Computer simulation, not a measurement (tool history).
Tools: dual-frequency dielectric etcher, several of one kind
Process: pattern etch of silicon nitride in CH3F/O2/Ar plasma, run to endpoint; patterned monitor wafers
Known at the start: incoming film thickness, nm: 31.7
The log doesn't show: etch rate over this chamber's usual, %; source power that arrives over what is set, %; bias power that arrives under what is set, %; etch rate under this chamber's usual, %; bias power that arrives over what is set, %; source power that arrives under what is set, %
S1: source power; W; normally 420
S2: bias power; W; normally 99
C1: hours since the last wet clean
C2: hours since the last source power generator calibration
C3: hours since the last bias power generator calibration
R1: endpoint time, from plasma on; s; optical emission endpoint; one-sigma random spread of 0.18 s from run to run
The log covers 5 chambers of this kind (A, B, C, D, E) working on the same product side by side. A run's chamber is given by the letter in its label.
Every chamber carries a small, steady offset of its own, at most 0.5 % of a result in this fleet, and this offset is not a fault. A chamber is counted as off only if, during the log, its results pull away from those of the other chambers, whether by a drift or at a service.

run   hour   S1   S2     C1      C2      C3      R1
 1D    4.0  420   99   27.4   612.0  2375.9  40.120
 2C    6.4  420   99  450.8  1051.5    22.9  40.226
 3E   11.2  420   99  399.1  1084.8  1232.1  40.183
 4A   14.6  420   99   19.1   763.6  2122.8  40.316
 5B   18.2  420   99  495.4  1050.4  3389.6  40.068
 6C   21.8  420   99  466.2  1066.9    38.3  40.241
 7D   26.3  420   99   49.7   634.3  2398.2  39.907
 8E   29.4  420   99  417.3  1103.0  1250.3  40.504
 9A   33.5  420   99   38.0   782.5  2141.7  40.107
10B   36.9  420   99  514.1  1069.1  3408.3  40.254
11D   39.0  420   99   62.4   647.0  2410.9  40.244
12A   41.8  420   99   46.3   790.8  2150.0  39.721
13B   44.7  420  115  521.9  1076.9  3416.1  38.159
14E   46.9  420  115  434.8  1120.5  1267.8  38.229
15C   50.5  420  115  494.9  1095.6    67.0  38.383
16B   54.5  420  115  531.7  1086.7  3425.9  37.909
      55.8  -- chamber E: wet clean of the chamber
      56.4  -- chamber C: wet clean of the chamber
17D   59.1  420  115   82.5   667.1  2431.0  37.886
      62.8  -- chamber B: wet clean of the chamber
18C   63.0  420   99    6.6  1108.1    79.5  40.546
19E   67.0  420  110   11.2  1140.6  1287.9  38.481
20A   70.7  420  110   75.2   819.7  2178.9  38.810
21A   75.1  420  110   79.6   824.1  2183.3  38.437
22C   79.0  420  110   22.6  1124.1    95.5  38.941
23E   83.7  420  110   27.9  1157.3  1304.6  38.385
24B   85.8  420   99   23.0  1118.0  3457.2  42.080
25D   89.4  420   99  112.8   697.4  2461.3  40.060
26C   93.1  420   99   36.7  1138.2   109.6  40.714
27E   95.6  420   99   39.8  1169.2  1316.5  40.174
28B   99.8  420   99   37.0  1132.0  3471.2  42.409
29D  102.9  420   99  126.3   710.9  2474.8  40.181
30A  105.4  420   99  109.9   854.4  2213.6  40.008
31E  109.3  320  112   53.5  1182.9  1330.2  42.235
32A  114.0  320  112  118.5   863.0  2222.2  42.402
33C  117.9  320  112   61.5  1163.0   134.4  42.715
34B  122.0  320  112   59.2  1154.2  3493.4  44.863
35D  126.6  320  112  150.0   734.6  2498.5  42.230
36E  131.3  420   99   75.5  1204.9  1352.2  39.776
37A  133.9  420   99  138.4   882.9  2242.1  40.048
38B  137.5  420   99   74.7  1169.7  3508.9  42.226
39C  140.0  420   99   83.6  1185.1   156.5  40.670
40D  142.7  420   99  166.1   750.7  2514.6  39.934
41B  144.9  420   99   82.1  1177.1  3516.3  42.353
42A  147.9  420   99  152.4   896.9  2256.1  40.424
43C  152.2  420   99   95.8  1197.3   168.7  40.386

Is one chamber off against the others, does the gauge drift, or is nothing wrong? If a chamber is off, say which, and what the likeliest cause is.

A service on chamber B put it out of line with the rest.
Likeliest cause: etch rate under this chamber's usual, % = 5.09.

Which of the 4 candidates below, each the usual settings with something changed and its results left as question marks, puts chamber B back in line with what the other chambers give on the usual settings?
In-line tolerance around the mean of the other chambers on the usual settings: R1 0.620 s
44B-1  155.6  450  106               ?
44B-2  155.6  420   76               ?
44B-3  155.6  370   99               ?
44B-4  155.6  470  113               ?

Other chambers, usual settings, mean: R1 40.190 s
  run      R1
44B-1  40.167
44B-2  46.459
44B-3  44.310
44B-4  38.596
The right change is 44B-1: it brings the chamber back within the allowed miss of the others.

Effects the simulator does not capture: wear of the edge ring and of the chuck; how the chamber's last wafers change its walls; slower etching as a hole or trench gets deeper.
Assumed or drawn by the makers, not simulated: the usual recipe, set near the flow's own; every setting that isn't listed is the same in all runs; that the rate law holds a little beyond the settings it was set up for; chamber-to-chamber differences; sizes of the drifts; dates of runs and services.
